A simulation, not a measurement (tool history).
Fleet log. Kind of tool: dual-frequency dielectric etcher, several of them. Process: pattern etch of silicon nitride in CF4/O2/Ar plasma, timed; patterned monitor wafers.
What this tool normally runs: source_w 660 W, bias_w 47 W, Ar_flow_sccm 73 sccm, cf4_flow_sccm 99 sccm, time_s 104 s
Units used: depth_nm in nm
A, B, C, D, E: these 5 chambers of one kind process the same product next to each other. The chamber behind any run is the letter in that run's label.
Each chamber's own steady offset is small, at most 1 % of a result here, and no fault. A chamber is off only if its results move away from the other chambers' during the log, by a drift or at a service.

| run | day | source_w | bias_w | Ar_flow_sccm | cf4_flow_sccm | time_s | hours since the last wet clean | hours since the last source power generator calibration | hours since the last bias power generator calibration | hours since the last Ar flow controller change | hours since the last CF4 flow controller change | read-back reference wafer on the same gauge, depth_nm | depth_nm |
|---|---|---|---|---|---|---|---|---|---|---|---|---|---|
| 1C | 0.104 | 660 | 47 | 73 | 99 | 104 | 175.9 | 1780.9 | 2691.5 | 865.7 | 1772.9 | 303.97 | 257.19 |
| 2E | 0.321 | 660 | 47 | 73 | 99 | 104 | 267.0 | 1902.3 | 2040.3 | 2802.3 | 721.3 | 304.01 | 255.77 |
| 3A | 0.521 | 660 | 47 | 73 | 99 | 104 | 172.1 | 2181.7 | 31.9 | 2291.3 | 818.6 | 303.94 | 256.49 |
| 4D | 0.708 | 660 | 47 | 73 | 99 | 104 | 51.1 | 4867.4 | 2306.4 | 1997.6 | 1749.2 | 304.21 | 253.03 |
| 5B | 0.883 | 660 | 47 | 73 | 99 | 104 | 112.5 | 1915.7 | 2914.8 | 3701.8 | 1411.6 | 303.95 | 256.35 |
| 6A | 1.104 | 660 | 47 | 73 | 99 | 104 | 186.1 | 2195.7 | 45.9 | 2305.3 | 832.6 | 304.04 | 256.45 |
| 7D | 1.262 | 660 | 47 | 73 | 99 | 104 | 64.4 | 4880.7 | 2319.7 | 2010.9 | 1762.5 | 304.00 | 253.76 |
| 8B | 1.425 | 660 | 47 | 73 | 99 | 104 | 125.5 | 1928.7 | 2927.8 | 3714.8 | 1424.6 | 304.01 | 255.42 |
| 9E | 1.558 | 660 | 47 | 73 | 99 | 104 | 296.7 | 1932.0 | 2070.0 | 2832.0 | 751.0 | 304.11 | 254.59 |
| 10C | 1.783 | 660 | 47 | 73 | 99 | 104 | 216.2 | 1821.2 | 2731.8 | 906.0 | 1813.2 | 303.94 | 257.84 |
| 11B | 1.992 | 660 | 47 | 73 | 99 | 104 | 139.1 | 1942.3 | 2941.4 | 3728.4 | 1438.2 | 303.87 | 255.81 |
| 12E | 2.108 | 660 | 47 | 73 | 99 | 104 | 309.9 | 1945.2 | 2083.2 | 2845.2 | 764.2 | 303.87 | 254.23 |
| 13C | 2.271 | 660 | 47 | 73 | 99 | 104 | 227.9 | 1832.9 | 2743.5 | 917.7 | 1824.9 | 304.15 | 257.84 |
| 14D | 2.450 | 660 | 47 | 73 | 99 | 104 | 92.9 | 4909.2 | 2348.2 | 2039.4 | 1791.0 | 303.98 | 253.29 |
| 15A | 2.667 | 660 | 47 | 73 | 99 | 104 | 223.6 | 2233.2 | 83.4 | 2342.8 | 870.1 | 304.03 | 256.20 |
| 16C | 2.867 | 660 | 47 | 73 | 99 | 104 | 242.2 | 1847.2 | 2757.8 | 932.0 | 1839.2 | 303.92 | 257.88 |
| 17A | 3.008 | 660 | 47 | 73 | 99 | 104 | 231.8 | 2241.4 | 91.6 | 2351.0 | 878.3 | 304.07 | 254.38 |
| 18E | 3.221 | 660 | 47 | 73 | 99 | 104 | 336.6 | 1971.9 | 2109.9 | 2871.9 | 790.9 | 304.16 | 254.27 |
| 19D | 3.383 | 660 | 47 | 73 | 99 | 104 | 115.3 | 4931.6 | 2370.6 | 2061.8 | 1813.4 | 303.85 | 253.58 |
|  | 3.579 | chamber D: source power generator calibrated |
| 20B | 3.608 | 660 | 47 | 73 | 99 | 104 | 177.9 | 1981.1 | 2980.2 | 3767.2 | 1477.0 | 304.07 | 255.87 |
| 21A | 3.754 | 660 | 47 | 73 | 99 | 104 | 249.7 | 2259.3 | 109.5 | 2368.9 | 896.2 | 303.94 | 255.97 |
| 22E | 3.942 | 660 | 47 | 73 | 99 | 104 | 353.9 | 1989.2 | 2127.2 | 2889.2 | 808.2 | 303.98 | 256.59 |
| 23B | 4.083 | 660 | 47 | 73 | 99 | 104 | 189.3 | 1992.5 | 2991.6 | 3778.6 | 1488.4 | 303.95 | 257.33 |
| 24D | 4.275 | 660 | 47 | 73 | 99 | 104 | 136.7 | 16.7 | 2392.0 | 2083.2 | 1834.8 | 304.02 | 249.15 |
| 25C | 4.483 | 660 | 47 | 73 | 99 | 104 | 281.0 | 1886.0 | 2796.6 | 970.8 | 1878.0 | 304.15 | 257.43 |
| 26B | 4.612 | 660 | 47 | 73 | 99 | 104 | 202.0 | 2005.2 | 3004.3 | 3791.3 | 1501.1 | 304.07 | 256.63 |
| 27D | 4.767 | 660 | 47 | 73 | 99 | 104 | 148.5 | 28.5 | 2403.8 | 2095.0 | 1846.6 | 303.86 | 248.95 |
| 28E | 4.938 | 660 | 47 | 73 | 99 | 104 | 377.8 | 2013.1 | 2151.1 | 2913.1 | 832.1 | 304.08 | 256.80 |
| 29C | 5.058 | 660 | 47 | 73 | 99 | 104 | 294.8 | 1899.8 | 2810.4 | 984.6 | 1891.8 | 303.86 | 256.69 |
| 30A | 5.192 | 660 | 47 | 73 | 99 | 104 | 284.2 | 2293.8 | 144.0 | 2403.4 | 930.7 | 303.87 | 255.12 |
|  | 5.262 | chamber E: wet clean of the chamber |
| 31B | 5.350 | 660 | 56 | 73 | 99 | 104 | 219.7 | 2022.9 | 3022.0 | 3809.0 | 1518.8 | 303.94 | 273.51 |
| 32A | 5.500 | 660 | 56 | 73 | 99 | 104 | 291.6 | 2301.2 | 151.4 | 2410.8 | 938.1 | 303.92 | 272.46 |
| 33D | 5.650 | 660 | 56 | 73 | 99 | 104 | 169.7 | 49.7 | 2425.0 | 2116.2 | 1867.8 | 304.04 | 265.71 |
| 34E | 5.838 | 660 | 56 | 73 | 99 | 104 | 13.8 | 2034.7 | 2172.7 | 2934.7 | 853.7 | 303.92 | 271.20 |
| 35C | 5.950 | 660 | 56 | 73 | 99 | 104 | 316.2 | 1921.2 | 2831.8 | 1006.0 | 1913.2 | 303.93 | 273.60 |
| 36E | 6.050 | 660 | 47 | 73 | 99 | 104 | 18.9 | 2039.8 | 2177.8 | 2939.8 | 858.8 | 304.07 | 254.73 |
| 37B | 6.192 | 660 | 47 | 73 | 99 | 104 | 239.9 | 2043.1 | 3042.2 | 3829.2 | 1539.0 | 304.18 | 255.25 |
| 38A | 6.412 | 660 | 47 | 73 | 99 | 104 | 313.5 | 2323.1 | 173.3 | 2432.7 | 960.0 | 303.97 | 256.73 |

All 5 chambers run these settings next. Forecast each chamber's results:
| 39A | 6.575 | 660 | 47 | 73 | 99 | 104 |  |  |  |  |  |  | ? |
| 39B | 6.575 | 660 | 47 | 73 | 99 | 104 |  |  |  |  |  |  | ? |
| 39C | 6.575 | 660 | 47 | 73 | 99 | 104 |  |  |  |  |  |  | ? |
| 39D | 6.575 | 660 | 47 | 73 | 99 | 104 |  |  |  |  |  |  | ? |
| 39E | 6.575 | 660 | 47 | 73 | 99 | 104 |  |  |  |  |  |  | ? |

| run | depth_nm |
|---|---|
| 39A | 256.12 |
| 39B | 255.94 |
| 39C | 257.11 |
| 39D | 249.83 |
| 39E | 254.58 |

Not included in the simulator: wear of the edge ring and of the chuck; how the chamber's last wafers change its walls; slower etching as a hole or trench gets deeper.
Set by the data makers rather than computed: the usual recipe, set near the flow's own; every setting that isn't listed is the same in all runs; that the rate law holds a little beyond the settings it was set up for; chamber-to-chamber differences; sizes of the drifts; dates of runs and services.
